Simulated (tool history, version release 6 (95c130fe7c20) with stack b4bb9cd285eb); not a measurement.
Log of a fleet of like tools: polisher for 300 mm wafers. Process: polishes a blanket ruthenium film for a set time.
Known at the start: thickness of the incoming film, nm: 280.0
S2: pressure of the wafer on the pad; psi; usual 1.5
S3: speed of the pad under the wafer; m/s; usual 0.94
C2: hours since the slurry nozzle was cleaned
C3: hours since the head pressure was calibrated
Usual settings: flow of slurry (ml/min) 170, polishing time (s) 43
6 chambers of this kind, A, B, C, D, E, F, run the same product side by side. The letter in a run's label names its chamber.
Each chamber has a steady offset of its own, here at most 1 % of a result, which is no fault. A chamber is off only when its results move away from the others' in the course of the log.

At hour 2.1: chamber D: worn pad replaced by a new one.
Run 1A, hour 4.1: usual settings; wafers polished on this pad 396; C2 177.5; C3 810.4. Result: film removed (Å) 287.14.
Run 2B, hour 10.7: usual settings; wafers polished on this pad 713; C2 348.9; C3 600.1. Result: film removed (Å) 284.89.
At hour 10.8: chamber C: worn pad replaced by a new one.
Run 3F, hour 18.6: usual settings; wafers polished on this pad 423; C2 450.1; C3 303.6. Result: film removed (Å) 283.83.
At hour 18.8: chamber E: worn pad replaced by a new one.
At hour 21.6: chamber A: worn pad replaced by a new one.
Run 4E, hour 25.5: usual settings; wafers polished on this pad 80; C2 452.9; C3 467.3. Result: film removed (Å) 281.22.
Run 5D, hour 30.4: usual settings; wafers polished on this pad 339; C2 236.6; C3 940.3. Result: film removed (Å) 282.03.
At hour 30.5: chamber B: worn pad replaced by a new one.
Run 6C, hour 37.1: usual settings; wafers polished on this pad 315; C2 144.5; C3 474.4. Result: film removed (Å) 285.55.
Run 7F, hour 43.6: usual settings; wafers polished on this pad 723; C2 475.1; C3 328.6. Result: film removed (Å) 286.29.
Run 8A, hour 48.1: usual settings; wafers polished on this pad 318; C2 221.5; C3 854.4. Result: film removed (Å) 286.02.
Run 9D, hour 53.5: usual settings; wafers polished on this pad 616; C2 259.7; C3 963.4. Result: film removed (Å) 283.45.
Run 10E, hour 58.7: usual settings; wafers polished on this pad 479; C2 486.1; C3 500.5. Result: film removed (Å) 286.20.
At hour 61.6: chamber D: worn pad replaced by a new one.
At hour 64.1: chamber A: worn pad replaced by a new one.
Run 11C, hour 64.4: usual settings; wafers polished on this pad 643; C2 171.8; C3 501.7. Result: film removed (Å) 287.42.
At hour 67.7: chamber F: worn pad replaced by a new one.
At hour 69.2: chamber E: head pressure recalibrated.
Run 12B, hour 70.0: usual settings; wafers polished on this pad 474; C2 408.2; C3 659.4. Result: film removed (Å) 279.57.
Run 13F, hour 77.9: usual settings; wafers polished on this pad 123; C2 509.4; C3 362.9. Result: film removed (Å) 284.99.
Run 14C, hour 83.0: usual settings; wafers polished on this pad 866; C2 190.4; C3 520.3. Result: film removed (Å) 284.27.
Run 15D, hour 86.7: usual settings; wafers polished on this pad 302; C2 292.9; C3 996.6. Result: film removed (Å) 282.48.
Run 16A, hour 90.5: usual settings but S2 1.3 psi; wafers polished on this pad 317; C2 263.9; C3 896.8. Result: film removed (Å) 247.42.
Run 17B, hour 98.2: usual settings but S2 1.3 psi; wafers polished on this pad 812; C2 436.4; C3 687.6. Result: film removed (Å) 244.97.
At hour 100.9: chamber E: worn pad replaced by a new one.
Run 18E, hour 105.3: usual settings but S2 1.3 psi; wafers polished on this pad 53; C2 532.7; C3 36.1. Result: film removed (Å) 245.12.
Run 19F, hour 110.3: usual settings but S2 1.3 psi; wafers polished on this pad 511; C2 541.8; C3 395.3. Result: film removed (Å) 245.13.
At hour 112.0: chamber A: worn pad replaced by a new one.
At hour 113.4: chamber C: slurry nozzle cleaned.
Run 20D, hour 113.9: usual settings but S2 1.3 psi; wafers polished on this pad 628; C2 320.1; C3 1023.8. Result: film removed (Å) 249.36.
Run 21C, hour 119.0: usual settings but S2 1.3 psi; wafers polished on this pad 1298; C2 5.6; C3 556.3. Result: film removed (Å) 244.75.
At hour 121.8: chamber C: worn pad replaced by a new one.
At hour 124.6: chamber D: worn pad replaced by a new one.
Run 22A, hour 124.7: usual settings; wafers polished on this pad 152; C2 298.1; C3 931.0. Result: film removed (Å) 284.68.
Run 23B, hour 129.9: usual settings; wafers polished on this pad 1193; C2 468.1; C3 719.3. Result: film removed (Å) 282.29.
At hour 132.6: chamber B: worn pad replaced by a new one.
Run 24E, hour 136.9: usual settings; wafers polished on this pad 432; C2 564.3; C3 67.7. Result: film removed (Å) 284.36.
Run 25A, hour 141.0: usual settings; wafers polished on this pad 348; C2 314.4; C3 947.3. Result: film removed (Å) 287.03.
Run 26E, hour 147.0: usual settings; wafers polished on this pad 553; C2 574.4; C3 77.8. Result: film removed (Å) 285.57.
Run 27F, hour 154.3: usual settings; wafers polished on this pad 1040; C2 585.8; C3 439.3. Result: film removed (Å) 281.59.
At hour 154.9: chamber F: worn pad replaced by a new one.
At hour 155.0: chamber A: worn pad replaced by a new one.
Run 28C, hour 159.2: usual settings; wafers polished on this pad 449; C2 45.8; C3 596.5. Result: film removed (Å) 283.62.
At hour 164.1: chamber D: head pressure recalibrated.
Run 29D, hour 165.1: usual settings but S3 1.24 m/s, polishing time (s) 55; wafers polished on this pad 486; C2 371.3; C3 1.0. Result: film removed (Å) 479.43.
Run 30B, hour 168.7: usual settings but S3 1.24 m/s, polishing time (s) 55; wafers polished on this pad 434; C2 506.9; C3 758.1. Result: film removed (Å) 471.22.
At hour 171.0: chamber F: slurry nozzle cleaned.
At hour 175.1: chamber E: worn pad replaced by a new one.
Run 31B, hour 176.0: usual settings but S3 1.24 m/s, polishing time (s) 55; wafers polished on this pad 521; C2 514.2; C3 765.4. Result: film removed (Å) 478.48.
Run 32C, hour 179.6: usual settings but S3 1.24 m/s, polishing time (s) 55; wafers polished on this pad 694; C2 66.2; C3 616.9. Result: film removed (Å) 474.21.
At hour 181.7: chamber D: worn pad replaced by a new one.
Run 33E, hour 184.1: usual settings but S3 1.24 m/s, polishing time (s) 55; wafers polished on this pad 108; C2 611.5; C3 114.9. Result: film removed (Å) 480.66.
Run 34F, hour 190.9: usual settings but S3 1.24 m/s, polishing time (s) 55; wafers polished on this pad 433; C2 20.0; C3 475.9. Result: film removed (Å) 475.14.
Run 35A, hour 196.6: usual settings; wafers polished on this pad 499; C2 370.0; C3 1002.9. Result: film removed (Å) 290.00.
Run 36D, hour 202.6: usual settings; wafers polished on this pad 250; C2 408.8; C3 38.5. Result: film removed (Å) 280.33.
Run 37D, hour 210.1: usual settings; wafers polished on this pad 341; C2 416.3; C3 46.0. Result: film removed (Å) 284.95.
Run 38F, hour 215.5: usual settings; wafers polished on this pad 728; C2 44.6; C3 500.5. Result: film removed (Å) 284.71.

Is one chamber off against the others, does the gauge drift, or is nothing wrong? If a chamber is off, say which, and what the likeliest cause is.

No chamber stands off beyond its own small offset, and the gauge holds steady.

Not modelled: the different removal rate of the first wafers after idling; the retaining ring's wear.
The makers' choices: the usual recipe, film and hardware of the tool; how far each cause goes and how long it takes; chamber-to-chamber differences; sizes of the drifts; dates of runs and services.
